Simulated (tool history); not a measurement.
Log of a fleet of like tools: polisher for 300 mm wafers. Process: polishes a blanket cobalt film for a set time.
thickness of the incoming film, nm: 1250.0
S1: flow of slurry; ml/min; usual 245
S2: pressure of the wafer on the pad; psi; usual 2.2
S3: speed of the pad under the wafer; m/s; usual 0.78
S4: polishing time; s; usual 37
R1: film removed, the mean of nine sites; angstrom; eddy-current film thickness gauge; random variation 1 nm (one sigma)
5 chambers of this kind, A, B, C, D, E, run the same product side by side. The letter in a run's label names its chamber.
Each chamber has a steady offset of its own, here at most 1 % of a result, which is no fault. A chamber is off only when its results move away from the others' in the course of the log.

| run | hour | S1 | S2 | S3 | S4 | R1 |
|---|---|---|---|---|---|---|
|  | 0.5 | chamber C: worn pad replaced by a new one |
|  | 1.9 | chamber A: worn pad replaced by a new one |
| 1B | 2.8 | 245 | 2.2 | 0.78 | 37 | 1586.2 |
| 2D | 4.6 | 245 | 2.2 | 0.78 | 37 | 1568.1 |
| 3A | 8.2 | 245 | 2.2 | 0.78 | 37 | 1598.2 |
| 4E | 12 | 245 | 2.2 | 0.78 | 37 | 1567.3 |
| 5C | 14.5 | 245 | 2.2 | 0.78 | 37 | 1566.2 |
| 6B | 16.7 | 245 | 2.2 | 0.78 | 37 | 1576.2 |
| 7E | 20 | 245 | 2.2 | 0.78 | 37 | 1562.3 |
| 8D | 23.4 | 245 | 2.2 | 0.78 | 37 | 1562.2 |
| 9A | 25.9 | 245 | 2.2 | 0.78 | 37 | 1591.8 |
| 10C | 28 | 245 | 2.2 | 0.78 | 37 | 1576.1 |
| 11E | 30.7 | 245 | 2.2 | 0.78 | 37 | 1573.8 |
| 12B | 34.1 | 245 | 2.2 | 0.78 | 37 | 1579.4 |
| 13A | 37.5 | 245 | 2.2 | 0.78 | 37 | 1581.3 |
| 14C | 40.1 | 200 | 2.2 | 0.78 | 28 | 1150.3 |
| 15D | 43.2 | 200 | 2.2 | 0.78 | 28 | 1168.3 |
| 16C | 45.9 | 200 | 2.2 | 0.78 | 28 | 1147.6 |
| 17B | 48.4 | 200 | 2.2 | 0.78 | 28 | 1141.9 |
| 18E | 50.9 | 200 | 2.2 | 0.78 | 28 | 1149.6 |
| 19A | 54.8 | 245 | 2.2 | 0.9 | 43 | 2119.3 |
|  | 57.5 | chamber E: worn pad replaced by a new one |
| 20D | 58.8 | 245 | 2.2 | 0.9 | 43 | 2084.7 |
|  | 60.3 | chamber D: worn pad replaced by a new one |
| 21B | 61.3 | 245 | 2.2 | 0.9 | 43 | 2072 |
| 22C | 64.2 | 245 | 2.2 | 0.9 | 43 | 2106.2 |
| 23A | 67.3 | 245 | 2.2 | 0.9 | 43 | 2126.1 |
| 24D | 69.2 | 245 | 2.2 | 0.78 | 37 | 1574.7 |
| 25E | 71.5 | 245 | 2.2 | 0.78 | 37 | 1544.4 |
|  | 71.7 | chamber E: slurry nozzle cleaned |
| 26C | 74.6 | 310 | 2.5 | 0.78 | 37 | 1831.3 |
| 27D | 76.4 | 310 | 2.5 | 0.78 | 37 | 1825 |
|  | 79.4 | chamber A: slurry nozzle cleaned |
| 28A | 79.7 | 310 | 2.5 | 0.78 | 37 | 1841.9 |
| 29B | 82.6 | 310 | 2.5 | 0.78 | 37 | 1739.3 |
| 30E | 84.5 | 310 | 2.5 | 0.78 | 37 | 1826.4 |
| 31C | 88.3 | 245 | 2.2 | 0.78 | 37 | 1568.9 |

Next, every chamber runs the same settings. What will each give?
| 32A | 91.3 | 245 | 2.8 | 0.78 | 37 | ? |
| 32B | 91.3 | 245 | 2.8 | 0.78 | 37 | ? |
| 32C | 91.3 | 245 | 2.8 | 0.78 | 37 | ? |
| 32D | 91.3 | 245 | 2.8 | 0.78 | 37 | ? |
| 32E | 91.3 | 245 | 2.8 | 0.78 | 37 | ? |

| run | R1 |
|---|---|
| 32A | 2026.2 |
| 32B | 1876.1 |
| 32C | 1993.4 |
| 32D | 2004.3 |
| 32E | 1978.8 |
